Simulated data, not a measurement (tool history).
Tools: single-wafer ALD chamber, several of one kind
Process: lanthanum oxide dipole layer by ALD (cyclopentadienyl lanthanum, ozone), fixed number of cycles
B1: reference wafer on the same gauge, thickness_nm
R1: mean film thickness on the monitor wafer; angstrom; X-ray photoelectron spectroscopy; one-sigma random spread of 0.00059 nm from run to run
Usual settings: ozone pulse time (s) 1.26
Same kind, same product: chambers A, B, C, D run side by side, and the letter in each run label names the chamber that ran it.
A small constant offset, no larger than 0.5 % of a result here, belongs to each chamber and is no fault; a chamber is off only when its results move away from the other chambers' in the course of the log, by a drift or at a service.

{"run": "1D", "hour": 7.3, "ozone pulse time (s)": 1.26, "B1": 0.42701, "R1": 5.3424}
{"hour": 16.8, "done": "chamber A: thermocouple changed; heater temperature recalibrated"}
{"run": "2B", "hour": 17.7, "ozone pulse time (s)": 1.26, "B1": 0.42721, "R1": 5.2867}
{"run": "3C", "hour": 22.8, "ozone pulse time (s)": 1.26, "B1": 0.42716, "R1": 5.3412}
{"run": "4A", "hour": 32.9, "ozone pulse time (s)": 1.26, "B1": 0.42719, "R1": 5.3259}
{"run": "5D", "hour": 41.3, "ozone pulse time (s)": 1.26, "B1": 0.42728, "R1": 5.339}
{"run": "6B", "hour": 50.3, "ozone pulse time (s)": 1.26, "B1": 0.42744, "R1": 5.2896}
{"run": "7A", "hour": 55.7, "ozone pulse time (s)": 1.26, "B1": 0.42748, "R1": 5.3288}
{"run": "8C", "hour": 64.9, "ozone pulse time (s)": 1.26, "B1": 0.42754, "R1": 5.357}
{"run": "9A", "hour": 72.2, "ozone pulse time (s)": 1.26, "B1": 0.42767, "R1": 5.3185}
{"run": "10C", "hour": 77.1, "ozone pulse time (s)": 1.26, "B1": 0.4277, "R1": 5.3486}
{"run": "11B", "hour": 86.9, "ozone pulse time (s)": 1.26, "B1": 0.42766, "R1": 5.2969}
{"run": "12D", "hour": 95.7, "ozone pulse time (s)": 0.94, "B1": 0.42796, "R1": 4.9133}
{"run": "13A", "hour": 106.1, "ozone pulse time (s)": 0.94, "B1": 0.428, "R1": 4.9255}
{"run": "14B", "hour": 117.0, "ozone pulse time (s)": 0.94, "B1": 0.42803, "R1": 4.8903}
{"run": "15C", "hour": 127.2, "ozone pulse time (s)": 0.94, "B1": 0.42818, "R1": 4.9464}
{"run": "16D", "hour": 133.8, "ozone pulse time (s)": 1.26, "B1": 0.42814, "R1": 5.3568}
{"run": "17B", "hour": 143.8, "ozone pulse time (s)": 0.91, "B1": 0.42825, "R1": 4.8402}
{"run": "18A", "hour": 150.9, "ozone pulse time (s)": 0.91, "B1": 0.42815, "R1": 4.8927}
{"run": "19C", "hour": 157.7, "ozone pulse time (s)": 0.91, "B1": 0.42828, "R1": 4.8966}
{"run": "20D", "hour": 165.1, "ozone pulse time (s)": 0.91, "B1": 0.42845, "R1": 4.8642}
{"run": "21A", "hour": 172.0, "ozone pulse time (s)": 1.59, "B1": 0.4284, "R1": 5.5738}
{"run": "22D", "hour": 176.8, "ozone pulse time (s)": 1.59, "B1": 0.42859, "R1": 5.5881}
{"run": "23B", "hour": 184.1, "ozone pulse time (s)": 1.59, "B1": 0.42853, "R1": 5.5417}
{"run": "24C", "hour": 192.3, "ozone pulse time (s)": 1.59, "B1": 0.42867, "R1": 5.5942}
{"run": "25D", "hour": 198.9, "ozone pulse time (s)": 1.26, "B1": 0.42866, "R1": 5.3525}
{"run": "26C", "hour": 205.9, "ozone pulse time (s)": 1.26, "B1": 0.42873, "R1": 5.3782}
{"run": "27A", "hour": 211.6, "ozone pulse time (s)": 1.7, "B1": 0.42881, "R1": 5.6284}
{"run": "28B", "hour": 219.4, "ozone pulse time (s)": 1.7, "B1": 0.42896, "R1": 5.5827}

What goes on in this fleet: one chamber off, a drifting gauge, or nothing beyond the chambers' own small offsets? Name the chamber and the cause, if any.

The shared gauge is drifting. All chambers look as if they move in step, but none is off.
Likeliest cause: gauge reads high (%) = 0.458.
